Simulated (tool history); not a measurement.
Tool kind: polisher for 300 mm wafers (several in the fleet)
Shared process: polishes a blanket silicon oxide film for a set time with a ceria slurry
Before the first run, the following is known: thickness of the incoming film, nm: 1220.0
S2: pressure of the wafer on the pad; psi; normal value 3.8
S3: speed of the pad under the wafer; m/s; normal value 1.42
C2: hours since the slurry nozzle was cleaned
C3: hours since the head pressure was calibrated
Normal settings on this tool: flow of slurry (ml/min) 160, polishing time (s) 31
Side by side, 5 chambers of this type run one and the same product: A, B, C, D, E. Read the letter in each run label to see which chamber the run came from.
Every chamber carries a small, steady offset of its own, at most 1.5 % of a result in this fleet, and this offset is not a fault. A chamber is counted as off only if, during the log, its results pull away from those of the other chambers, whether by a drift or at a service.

run 1E hour=6.8 | flow_of_slurry_(ml/min)=160 S2=3.8 S3=1.42 polishing_time_(s)=31 | wafers_polished_on_this_pad=836 C2=204.3 C3=135.2 | film_removed_(angstrom)=2150.6
run 2D hour=11.9 | flow_of_slurry_(ml/min)=160 S2=3.8 S3=1.42 polishing_time_(s)=31 | wafers_polished_on_this_pad=209 C2=323.2 C3=303.2 | film_removed_(angstrom)=2157.3
run 3C hour=19.1 | flow_of_slurry_(ml/min)=160 S2=3.8 S3=1.42 polishing_time_(s)=31 | wafers_polished_on_this_pad=653 C2=500.8 C3=919.9 | film_removed_(angstrom)=2122.3
-- hour=20.8 chamber A: worn pad replaced by a new one
run 4A hour=24 | flow_of_slurry_(ml/min)=160 S2=3.8 S3=1.42 polishing_time_(s)=31 | wafers_polished_on_this_pad=41 C2=306.7 C3=244.9 | film_removed_(angstrom)=2153.9
-- hour=26.4 chamber B: slurry nozzle cleaned
-- hour=27.2 chamber E: worn pad replaced by a new one
run 5B hour=31.1 | flow_of_slurry_(ml/min)=160 S2=3.8 S3=1.42 polishing_time_(s)=31 | wafers_polished_on_this_pad=439 C2=4.8 C3=699.3 | film_removed_(angstrom)=2103.1
run 6A hour=36.8 | flow_of_slurry_(ml/min)=200 S2=2.9 S3=1.42 polishing_time_(s)=31 | wafers_polished_on_this_pad=202 C2=319.5 C3=257.7 | film_removed_(angstrom)=1693.2
run 7C hour=40.5 | flow_of_slurry_(ml/min)=200 S2=2.9 S3=1.42 polishing_time_(s)=31 | wafers_polished_on_this_pad=924 C2=522.2 C3=941.3 | film_removed_(angstrom)=1717.2
run 8B hour=47.4 | flow_of_slurry_(ml/min)=200 S2=2.9 S3=1.42 polishing_time_(s)=31 | wafers_polished_on_this_pad=645 C2=21.1 C3=715.6 | film_removed_(angstrom)=1728.6
run 9D hour=51.5 | flow_of_slurry_(ml/min)=200 S2=2.9 S3=1.42 polishing_time_(s)=31 | wafers_polished_on_this_pad=709 C2=362.8 C3=342.8 | film_removed_(angstrom)=1679.4
run 10E hour=55.8 | flow_of_slurry_(ml/min)=200 S2=2.9 S3=1.42 polishing_time_(s)=31 | wafers_polished_on_this_pad=362 C2=253.3 C3=184.2 | film_removed_(angstrom)=1762.7
run 11C hour=62.6 | flow_of_slurry_(ml/min)=160 S2=3.8 S3=1.42 polishing_time_(s)=31 | wafers_polished_on_this_pad=1203 C2=544.3 C3=963.4 | film_removed_(angstrom)=2155.9
run 12E hour=66.7 | flow_of_slurry_(ml/min)=160 S2=3.8 S3=1.42 polishing_time_(s)=31 | wafers_polished_on_this_pad=500 C2=264.2 C3=195.1 | film_removed_(angstrom)=2112.9
run 13A hour=71.3 | flow_of_slurry_(ml/min)=160 S2=3.8 S3=1.42 polishing_time_(s)=31 | wafers_polished_on_this_pad=638 C2=354 C3=292.2 | film_removed_(angstrom)=2153.4
run 14D hour=77.4 | flow_of_slurry_(ml/min)=160 S2=3.8 S3=1.42 polishing_time_(s)=31 | wafers_polished_on_this_pad=1036 C2=388.7 C3=368.7 | film_removed_(angstrom)=2072.7
run 15B hour=84.3 | flow_of_slurry_(ml/min)=160 S2=3.8 S3=1.42 polishing_time_(s)=31 | wafers_polished_on_this_pad=1111 C2=58 C3=752.5 | film_removed_(angstrom)=2115.5
run 16D hour=91.2 | flow_of_slurry_(ml/min)=160 S2=3.8 S3=1.42 polishing_time_(s)=31 | wafers_polished_on_this_pad=1211 C2=402.5 C3=382.5 | film_removed_(angstrom)=2186.5
run 17A hour=99.4 | flow_of_slurry_(ml/min)=160 S2=4.4 S3=1.42 polishing_time_(s)=26 | wafers_polished_on_this_pad=994 C2=382.1 C3=320.3 | film_removed_(angstrom)=2086.6
-- hour=103.5 chamber A: worn pad replaced by a new one
run 18E hour=107.1 | flow_of_slurry_(ml/min)=160 S2=4.4 S3=1.42 polishing_time_(s)=26 | wafers_polished_on_this_pad=1010 C2=304.6 C3=235.5 | film_removed_(angstrom)=2115.7
run 19C hour=110.9 | flow_of_slurry_(ml/min)=160 S2=4.4 S3=1.42 polishing_time_(s)=26 | wafers_polished_on_this_pad=1813 C2=592.6 C3=1011.7 | film_removed_(angstrom)=2039.9
-- hour=114.4 chamber D: worn pad replaced by a new one
-- hour=118.1 chamber B: worn pad replaced by a new one
run 20B hour=119.2 | flow_of_slurry_(ml/min)=160 S2=4.4 S3=1.42 polishing_time_(s)=26 | wafers_polished_on_this_pad=14 C2=92.9 C3=787.4 | film_removed_(angstrom)=2120.8
run 21E hour=123.5 | flow_of_slurry_(ml/min)=160 S2=4.4 S3=1.42 polishing_time_(s)=26 | wafers_polished_on_this_pad=1218 C2=321 C3=251.9 | film_removed_(angstrom)=2071.1
-- hour=127.5 chamber E: worn pad replaced by a new one
run 22B hour=129.2 | flow_of_slurry_(ml/min)=160 S2=3.8 S3=1.42 polishing_time_(s)=31 | wafers_polished_on_this_pad=140 C2=102.9 C3=797.4 | film_removed_(angstrom)=2169.4
run 23C hour=136.7 | flow_of_slurry_(ml/min)=160 S2=3.8 S3=1.42 polishing_time_(s)=31 | wafers_polished_on_this_pad=2139 C2=618.4 C3=1037.5 | film_removed_(angstrom)=2117.1
run 24A hour=141.2 | flow_of_slurry_(ml/min)=160 S2=2.8 S3=1.42 polishing_time_(s)=31 | wafers_polished_on_this_pad=477 C2=423.9 C3=362.1 | film_removed_(angstrom)=1616.1
run 25D hour=146.9 | flow_of_slurry_(ml/min)=160 S2=2.8 S3=1.42 polishing_time_(s)=31 | wafers_polished_on_this_pad=410 C2=458.2 C3=438.2 | film_removed_(angstrom)=1581.8
run 26C hour=152.3 | flow_of_slurry_(ml/min)=160 S2=2.8 S3=1.42 polishing_time_(s)=31 | wafers_polished_on_this_pad=2337 C2=634 C3=1053.1 | film_removed_(angstrom)=1527.3
run 27B hour=156.2 | flow_of_slurry_(ml/min)=160 S2=2.8 S3=1.42 polishing_time_(s)=31 | wafers_polished_on_this_pad=482 C2=129.9 C3=824.4 | film_removed_(angstrom)=1605.6
run 28E hour=159.9 | flow_of_slurry_(ml/min)=160 S2=2.8 S3=1.42 polishing_time_(s)=31 | wafers_polished_on_this_pad=410 C2=357.4 C3=288.3 | film_removed_(angstrom)=1590.9
run 29A hour=164.4 | flow_of_slurry_(ml/min)=160 S2=3.8 S3=1.42 polishing_time_(s)=31 | wafers_polished_on_this_pad=770 C2=447.1 C3=385.3 | film_removed_(angstrom)=2121.8
run 30D hour=170.2 | flow_of_slurry_(ml/min)=160 S2=3.8 S3=1.42 polishing_time_(s)=31 | wafers_polished_on_this_pad=705 C2=481.5 C3=461.5 | film_removed_(angstrom)=2165.7
run 31C hour=177.6 | flow_of_slurry_(ml/min)=160 S2=3.8 S3=1.42 polishing_time_(s)=31 | wafers_polished_on_this_pad=2656 C2=659.3 C3=1078.4 | film_removed_(angstrom)=2007.8
run 32B hour=183.9 | flow_of_slurry_(ml/min)=160 S2=3.8 S3=1.42 polishing_time_(s)=31 | wafers_polished_on_this_pad=832 C2=157.6 C3=852.1 | film_removed_(angstrom)=2148.7
-- hour=186.8 chamber C: slurry nozzle cleaned
-- hour=189.6 chamber A: worn pad replaced by a new one
run 33A hour=190 | flow_of_slurry_(ml/min)=160 S2=3.8 S3=1.42 polishing_time_(s)=31 | wafers_polished_on_this_pad=5 C2=472.7 C3=410.9 | film_removed_(angstrom)=2128.9
run 34E hour=198.3 | flow_of_slurry_(ml/min)=160 S2=3.8 S3=1.42 polishing_time_(s)=31 | wafers_polished_on_this_pad=895 C2=395.8 C3=326.7 | film_removed_(angstrom)=2181.3
run 35D hour=202.9 | flow_of_slurry_(ml/min)=160 S2=3.8 S3=1.42 polishing_time_(s)=31 | wafers_polished_on_this_pad=1118 C2=514.2 C3=494.2 | film_removed_(angstrom)=2163.3
-- hour=210.1 chamber E: worn pad replaced by a new one
run 36A hour=210.2 | flow_of_slurry_(ml/min)=160 S2=3.8 S3=1.42 polishing_time_(s)=31 | wafers_polished_on_this_pad=261 C2=492.9 C3=431.1 | film_removed_(angstrom)=2153.3
run 37C hour=218.2 | flow_of_slurry_(ml/min)=160 S2=3.8 S3=1.42 polishing_time_(s)=31 | wafers_polished_on_this_pad=3170 C2=31.5 C3=1119 | film_removed_(angstrom)=1943.5
run 38D hour=224.8 | flow_of_slurry_(ml/min)=160 S2=3.8 S3=1.42 polishing_time_(s)=31 | wafers_polished_on_this_pad=1395 C2=536.1 C3=516.1 | film_removed_(angstrom)=2091.2
-- hour=226.5 chamber B: worn pad replaced by a new one
run 39E hour=232.1 | flow_of_slurry_(ml/min)=160 S2=3.8 S3=1.42 polishing_time_(s)=31 | wafers_polished_on_this_pad=279 C2=429.6 C3=360.5 | film_removed_(angstrom)=2175
-- hour=232.3 chamber D: worn pad replaced by a new one
run 40B hour=239.8 | flow_of_slurry_(ml/min)=160 S2=3.8 S3=1.42 polishing_time_(s)=31 | wafers_polished_on_this_pad=168 C2=213.5 C3=908 | film_removed_(angstrom)=2083.3
-- hour=240.7 chamber A: head pressure recalibrated
run 41A hour=245.5 | flow_of_slurry_(ml/min)=160 S2=3.8 S3=1.42 polishing_time_(s)=31 | wafers_polished_on_this_pad=707 C2=528.2 C3=4.8 | film_removed_(angstrom)=2140.3
-- hour=247.7 chamber B: slurry nozzle cleaned
run 42E hour=249.6 | flow_of_slurry_(ml/min)=160 S2=3.1 S3=1.04 polishing_time_(s)=31 | wafers_polished_on_this_pad=500 C2=447.1 C3=378 | film_removed_(angstrom)=1297.3
run 43B hour=254 | flow_of_slurry_(ml/min)=160 S2=3.1 S3=1.04 polishing_time_(s)=31 | wafers_polished_on_this_pad=347 C2=6.3 C3=922.2 | film_removed_(angstrom)=1284.5
run 44D hour=260.9 | flow_of_slurry_(ml/min)=160 S2=3.1 S3=1.04 polishing_time_(s)=31 | wafers_polished_on_this_pad=362 C2=572.2 C3=552.2 | film_removed_(angstrom)=1272.3

Is one chamber out of step, is the gauge drifting, or do the chambers differ by no more than their own small offsets? For an off chamber, give its letter and the likeliest cause.

One chamber, C, drifts off from the rest bit by bit.
Most likely cause: removal rate lost through wear of the pad, % = 12.3.
The log may not tell that from: head's pressure below its setpoint, %.

Chamber C could run next with any of the 4 candidate recipes listed below; each alters the usual settings, and their results appear as question marks. Which one brings its results back in line with what the other chambers deliver on the usual settings?
In line means no further than this from the other chambers' mean on the usual settings: film removed (angstrom) 100
run 45C-1 hour=266.9 | flow_of_slurry_(ml/min)=160 S2=4 S3=1.52 polishing_time_(s)=31 | film_removed_(angstrom)=?
run 45C-2 hour=266.9 | flow_of_slurry_(ml/min)=160 S2=3.8 S3=1.58 polishing_time_(s)=35 | film_removed_(angstrom)=?
run 45C-3 hour=266.9 | flow_of_slurry_(ml/min)=160 S2=3.5 S3=1.32 polishing_time_(s)=29 | film_removed_(angstrom)=?
run 45C-4 hour=266.9 | flow_of_slurry_(ml/min)=160 S2=3.3 S3=1.42 polishing_time_(s)=31 | film_removed_(angstrom)=?

Mean of the other chambers on the usual settings: film removed (angstrom) 2153.8
run=45C-1 film_removed_(angstrom)=2141.9
run=45C-2 film_removed_(angstrom)=2390.4
run=45C-3 film_removed_(angstrom)=1524.4
run=45C-4 film_removed_(angstrom)=1655.2
45C-1 is the one that brings the chamber's results back in line with the other chambers.
